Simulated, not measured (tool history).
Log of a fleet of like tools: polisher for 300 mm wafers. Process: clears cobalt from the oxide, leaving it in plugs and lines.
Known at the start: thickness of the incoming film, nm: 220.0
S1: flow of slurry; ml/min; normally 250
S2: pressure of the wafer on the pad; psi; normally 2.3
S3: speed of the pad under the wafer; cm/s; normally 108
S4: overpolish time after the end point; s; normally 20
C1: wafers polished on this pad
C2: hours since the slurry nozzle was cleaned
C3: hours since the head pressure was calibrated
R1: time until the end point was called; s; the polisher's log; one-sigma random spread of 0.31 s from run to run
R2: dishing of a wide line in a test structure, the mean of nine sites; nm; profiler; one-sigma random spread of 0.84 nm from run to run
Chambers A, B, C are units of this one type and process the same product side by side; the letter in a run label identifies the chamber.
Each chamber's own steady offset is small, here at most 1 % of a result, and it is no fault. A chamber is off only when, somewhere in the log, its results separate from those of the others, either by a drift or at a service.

run	day	S1	S2	S3	S4	C1	C2	C3	R1	R2
# day 0.171: chamber A: head pressure recalibrated
1A	0.196	250	2.3	108	20	799	344	0.7	31.684	51.29
# day 0.271: chamber B: slurry nozzle cleaned
2C	0.383	250	2.3	108	20	508	441.6	208.6	30.79	49.096
# day 0.567: chamber B: worn pad replaced by a new one
3B	0.612	250	2.3	108	20	9	8.3	1396.8	31.683	48.581
4B	0.829	250	2.3	108	20	52	13.5	1402	31.522	49.201
5C	1.138	250	2.3	108	20	657	459.7	226.7	31.588	49.995
6A	1.392	250	2.3	108	20	1036	372.7	29.4	31.575	49.276
7C	1.554	250	2.3	108	15	740	469.7	236.7	31.72	45.91
8B	1.833	250	2.3	108	15	251	37.6	1426.1	31.093	46.486
9A	2.096	250	2.3	108	15	1176	389.6	46.3	31.689	43.787
10B	2.425	250	2.3	108	20	368	51.8	1440.3	31.541	49.489
# day 2.512: chamber A: worn pad replaced by a new one
11A	2.688	250	2.3	108	20	35	403.8	60.5	31.768	48.901
12C	2.862	250	2.3	108	20	999	501.1	268.1	31.358	47.273
13A	3.138	250	2.3	108	20	124	414.6	71.3	31.393	49.665
14C	3.45	250	2.3	108	20	1116	515.2	282.2	31.655	49.651
15B	3.692	250	2.3	108	20	619	82.2	1470.7	31.588	48.193
16C	4.021	250	2.3	108	20	1229	528.9	295.9	32.252	47.124
# day 4.162: chamber C: slurry nozzle cleaned
17B	4.333	250	2.3	108	20	746	97.6	1486.1	31.472	49.498
18A	4.583	250	2.3	108	20	411	449.3	106	30.884	49.626
19A	4.904	250	2.3	108	20	474	457	113.7	31.499	49.771
# day 5.092: chamber B: head pressure recalibrated
20C	5.171	250	2.3	108	20	1457	24.3	323.5	32.521	47.893
21B	5.396	250	2.3	108	20	957	123.1	7.4	31.762	48.238
22C	5.579	250	2.3	108	20	1538	34.1	333.3	33.129	49.948
23B	5.821	250	2.3	82	26	1041	133.3	17.6	41.062	49.712
24A	6.008	250	2.3	82	26	693	483.5	140.2	41.291	49.314
25C	6.204	250	2.3	82	26	1662	49.1	348.3	43.259	48.238
26A	6.429	250	2.3	108	20	776	493.6	150.3	31.598	49.211
27B	6.621	250	2.3	108	20	1200	152.5	36.8	31.724	48.381
28B	6.783	250	2.3	108	20	1232	156.4	40.7	31.484	47.907
# day 6.808: chamber B: worn pad replaced by a new one
29C	6.979	250	2.3	108	20	1815	67.7	366.9	33.746	48.792
30A	7.208	250	2.3	108	20	931	512.3	169	31.706	48.457
31A	7.454	250	1.8	72	20	980	518.2	174.9	61.589	40.22
32B	7.612	250	1.8	72	20	160	176.3	60.6	59.483	39.747
33C	7.971	250	1.8	72	20	2012	91.5	390.7	66.991	37.493

The same settings go to every chamber for the next run, one line per chamber below. Forecast the results for each:
34A	8.229	250	2.3	92	20				?	?
34B	8.229	250	2.3	92	20				?	?
34C	8.229	250	2.3	92	20				?	?

run	R1	R2
34A	36.44	47.364
34B	37.975	47.527
34C	40.999	47.091
